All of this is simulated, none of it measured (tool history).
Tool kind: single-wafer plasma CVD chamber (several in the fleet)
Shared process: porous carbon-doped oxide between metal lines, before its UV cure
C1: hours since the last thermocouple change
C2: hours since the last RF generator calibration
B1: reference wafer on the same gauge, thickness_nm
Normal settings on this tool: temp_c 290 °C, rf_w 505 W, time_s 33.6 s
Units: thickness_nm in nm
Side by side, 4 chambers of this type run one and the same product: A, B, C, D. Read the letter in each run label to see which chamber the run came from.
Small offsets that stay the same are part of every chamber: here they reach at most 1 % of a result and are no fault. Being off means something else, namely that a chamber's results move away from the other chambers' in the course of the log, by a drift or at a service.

{"run": "1A", "hour": 6.5, "temp_c": 290, "rf_w": 505, "time_s": 33.6, "C1": 32.4, "C2": 782.6, "B1": 167.84, "thickness_nm": 192.33}
{"run": "2D", "hour": 11.4, "temp_c": 290, "rf_w": 505, "time_s": 33.6, "C1": 601.8, "C2": 696.3, "B1": 168.21, "thickness_nm": 193.85}
{"run": "3C", "hour": 18.2, "temp_c": 290, "rf_w": 505, "time_s": 33.6, "C1": 1596.4, "C2": 288.7, "B1": 168.03, "thickness_nm": 191.84}
{"run": "4B", "hour": 23.3, "temp_c": 290, "rf_w": 505, "time_s": 33.6, "C1": 812.9, "C2": 291.1, "B1": 168.06, "thickness_nm": 193.28}
{"run": "5C", "hour": 27.1, "temp_c": 290, "rf_w": 505, "time_s": 33.6, "C1": 1605.3, "C2": 297.6, "B1": 167.97, "thickness_nm": 192.6}
{"run": "6A", "hour": 32.0, "temp_c": 290, "rf_w": 505, "time_s": 33.6, "C1": 57.9, "C2": 808.1, "B1": 167.95, "thickness_nm": 191.45}
{"run": "7D", "hour": 38.7, "temp_c": 290, "rf_w": 505, "time_s": 33.6, "C1": 629.1, "C2": 723.6, "B1": 167.93, "thickness_nm": 194.31}
{"run": "8B", "hour": 45.5, "temp_c": 290, "rf_w": 505, "time_s": 33.6, "C1": 835.1, "C2": 313.3, "B1": 168.07, "thickness_nm": 192.23}
{"run": "9B", "hour": 50.6, "temp_c": 290, "rf_w": 505, "time_s": 33.6, "C1": 840.2, "C2": 318.4, "B1": 167.95, "thickness_nm": 192.33}
{"run": "10D", "hour": 56.5, "temp_c": 290, "rf_w": 505, "time_s": 33.6, "C1": 646.9, "C2": 741.4, "B1": 167.98, "thickness_nm": 193.69}
{"run": "11A", "hour": 61.8, "temp_c": 290, "rf_w": 505, "time_s": 33.6, "C1": 87.7, "C2": 837.9, "B1": 167.97, "thickness_nm": 192.13}
{"run": "12C", "hour": 69.1, "temp_c": 290, "rf_w": 505, "time_s": 33.6, "C1": 1647.3, "C2": 339.6, "B1": 168.16, "thickness_nm": 191.6}
{"run": "13B", "hour": 74.0, "temp_c": 290, "rf_w": 505, "time_s": 33.6, "C1": 863.6, "C2": 341.8, "B1": 167.98, "thickness_nm": 192.79}
{"run": "14D", "hour": 78.5, "temp_c": 290, "rf_w": 505, "time_s": 33.6, "C1": 668.9, "C2": 763.4, "B1": 167.97, "thickness_nm": 194.12}
{"run": "15C", "hour": 85.9, "temp_c": 290, "rf_w": 505, "time_s": 33.6, "C1": 1664.1, "C2": 356.4, "B1": 168, "thickness_nm": 193.2}
{"run": "16A", "hour": 89.8, "temp_c": 290, "rf_w": 505, "time_s": 33.6, "C1": 115.7, "C2": 865.9, "B1": 168.02, "thickness_nm": 192.03}
{"run": "17D", "hour": 97.7, "temp_c": 290, "rf_w": 505, "time_s": 33.6, "C1": 688.1, "C2": 782.6, "B1": 167.84, "thickness_nm": 193.24}
{"run": "18C", "hour": 106.2, "temp_c": 290, "rf_w": 505, "time_s": 33.6, "C1": 1684.4, "C2": 376.7, "B1": 167.83, "thickness_nm": 192.55}
{"run": "19B", "hour": 114.9, "temp_c": 290, "rf_w": 505, "time_s": 33.6, "C1": 904.5, "C2": 382.7, "B1": 168.11, "thickness_nm": 192.11}
{"run": "20A", "hour": 122.7, "temp_c": 290, "rf_w": 505, "time_s": 33.6, "C1": 148.6, "C2": 898.8, "B1": 167.95, "thickness_nm": 192.93}
{"run": "21D", "hour": 128.7, "temp_c": 290, "rf_w": 505, "time_s": 33.6, "C1": 719.1, "C2": 813.6, "B1": 168.03, "thickness_nm": 195.17}
{"run": "22C", "hour": 135.9, "temp_c": 290, "rf_w": 505, "time_s": 33.6, "C1": 1714.1, "C2": 406.4, "B1": 168.01, "thickness_nm": 192.99}
{"run": "23A", "hour": 142.9, "temp_c": 290, "rf_w": 505, "time_s": 33.6, "C1": 168.8, "C2": 919, "B1": 167.94, "thickness_nm": 192.67}
{"run": "24B", "hour": 146.9, "temp_c": 290, "rf_w": 505, "time_s": 33.6, "C1": 936.5, "C2": 414.7, "B1": 167.89, "thickness_nm": 193.02}
{"run": "25B", "hour": 154.3, "temp_c": 290, "rf_w": 505, "time_s": 33.6, "C1": 943.9, "C2": 422.1, "B1": 167.93, "thickness_nm": 192.26}
{"run": "26D", "hour": 159.2, "temp_c": 290, "rf_w": 560, "time_s": 35.7, "C1": 749.6, "C2": 844.1, "B1": 167.96, "thickness_nm": 220.18}
{"run": "27C", "hour": 163.4, "temp_c": 290, "rf_w": 560, "time_s": 35.7, "C1": 1741.6, "C2": 433.9, "B1": 167.91, "thickness_nm": 221.69}
{"run": "28A", "hour": 167.9, "temp_c": 290, "rf_w": 560, "time_s": 35.7, "C1": 193.8, "C2": 944, "B1": 167.96, "thickness_nm": 218.03}
{"run": "29B", "hour": 174.2, "temp_c": 290, "rf_w": 560, "time_s": 35.7, "C1": 963.8, "C2": 442, "B1": 167.93, "thickness_nm": 218.01}
{"run": "30A", "hour": 180.0, "temp_c": 290, "rf_w": 505, "time_s": 33.6, "C1": 205.9, "C2": 956.1, "B1": 167.88, "thickness_nm": 192.44}
{"run": "31C", "hour": 187.5, "temp_c": 290, "rf_w": 505, "time_s": 33.6, "C1": 1765.7, "C2": 458, "B1": 168.04, "thickness_nm": 194.98}
{"run": "32D", "hour": 195.4, "temp_c": 290, "rf_w": 505, "time_s": 33.6, "C1": 785.8, "C2": 880.3, "B1": 168.1, "thickness_nm": 193.41}
{"run": "33C", "hour": 203.8, "temp_c": 290, "rf_w": 505, "time_s": 33.6, "C1": 1782, "C2": 474.3, "B1": 167.95, "thickness_nm": 194.32}
{"run": "34D", "hour": 211.2, "temp_c": 290, "rf_w": 505, "time_s": 33.6, "C1": 801.6, "C2": 896.1, "B1": 168.1, "thickness_nm": 193.49}
{"run": "35B", "hour": 218.2, "temp_c": 290, "rf_w": 505, "time_s": 33.6, "C1": 1007.8, "C2": 486, "B1": 168.06, "thickness_nm": 193.33}
{"run": "36A", "hour": 225.9, "temp_c": 290, "rf_w": 505, "time_s": 33.6, "C1": 251.8, "C2": 1002, "B1": 167.85, "thickness_nm": 191.37}
{"run": "37D", "hour": 233.0, "temp_c": 290, "rf_w": 505, "time_s": 33.6, "C1": 823.4, "C2": 917.9, "B1": 167.97, "thickness_nm": 193.53}
{"run": "38C", "hour": 240.9, "temp_c": 290, "rf_w": 505, "time_s": 33.6, "C1": 1819.1, "C2": 511.4, "B1": 167.9, "thickness_nm": 194.67}
{"run": "39A", "hour": 245.9, "temp_c": 290, "rf_w": 420, "time_s": 31, "C1": 271.8, "C2": 1022, "B1": 168.03, "thickness_nm": 156.21}
{"run": "40B", "hour": 250.0, "temp_c": 290, "rf_w": 420, "time_s": 31, "C1": 1039.6, "C2": 517.8, "B1": 167.93, "thickness_nm": 155.43}
{"run": "41A", "hour": 255.6, "temp_c": 290, "rf_w": 420, "time_s": 31, "C1": 281.5, "C2": 1031.7, "B1": 168.01, "thickness_nm": 156.52}
{"run": "42D", "hour": 260.6, "temp_c": 290, "rf_w": 420, "time_s": 31, "C1": 851, "C2": 945.5, "B1": 168.08, "thickness_nm": 157.09}
{"run": "43B", "hour": 268.3, "temp_c": 290, "rf_w": 505, "time_s": 33.6, "C1": 1057.9, "C2": 536.1, "B1": 167.92, "thickness_nm": 192.55}
{"run": "44C", "hour": 273.0, "temp_c": 290, "rf_w": 505, "time_s": 33.6, "C1": 1851.2, "C2": 543.5, "B1": 168, "thickness_nm": 196.39}

Is one chamber out of step, is the gauge drifting, or do the chambers differ by no more than their own small offsets? For an off chamber, give its letter and the likeliest cause.

Chamber C drifts away from the others.
What lies behind it: wafer temperature below the value expected at the setpoint (K) = 3.8.

Below are 4 candidate recipes for chamber C's next run, each the usual settings with a change, their results shown as question marks. Which of them brings C's results back in line with what the other chambers give on the usual settings?
In line means no further than this from the other chambers' mean on the usual settings: thickness_nm 1.9 nm
{"run": "45C-1", "hour": 279.2, "temp_c": 290, "rf_w": 510, "time_s": 34, "thickness_nm": "?"}
{"run": "45C-2", "hour": 279.2, "temp_c": 291, "rf_w": 505, "time_s": 32.6, "thickness_nm": "?"}
{"run": "45C-3", "hour": 279.2, "temp_c": 290, "rf_w": 505, "time_s": 34.8, "thickness_nm": "?"}
{"run": "45C-4", "hour": 279.2, "temp_c": 291, "rf_w": 495, "time_s": 33.6, "thickness_nm": "?"}

Average result of the remaining chambers running the usual settings: thickness_nm 192.89 nm
run=45C-1 thickness_nm=199.88
run=45C-2 thickness_nm=189.44
run=45C-3 thickness_nm=203.11
run=45C-4 thickness_nm=192.48
45C-4 puts the chamber back in line with the other chambers.

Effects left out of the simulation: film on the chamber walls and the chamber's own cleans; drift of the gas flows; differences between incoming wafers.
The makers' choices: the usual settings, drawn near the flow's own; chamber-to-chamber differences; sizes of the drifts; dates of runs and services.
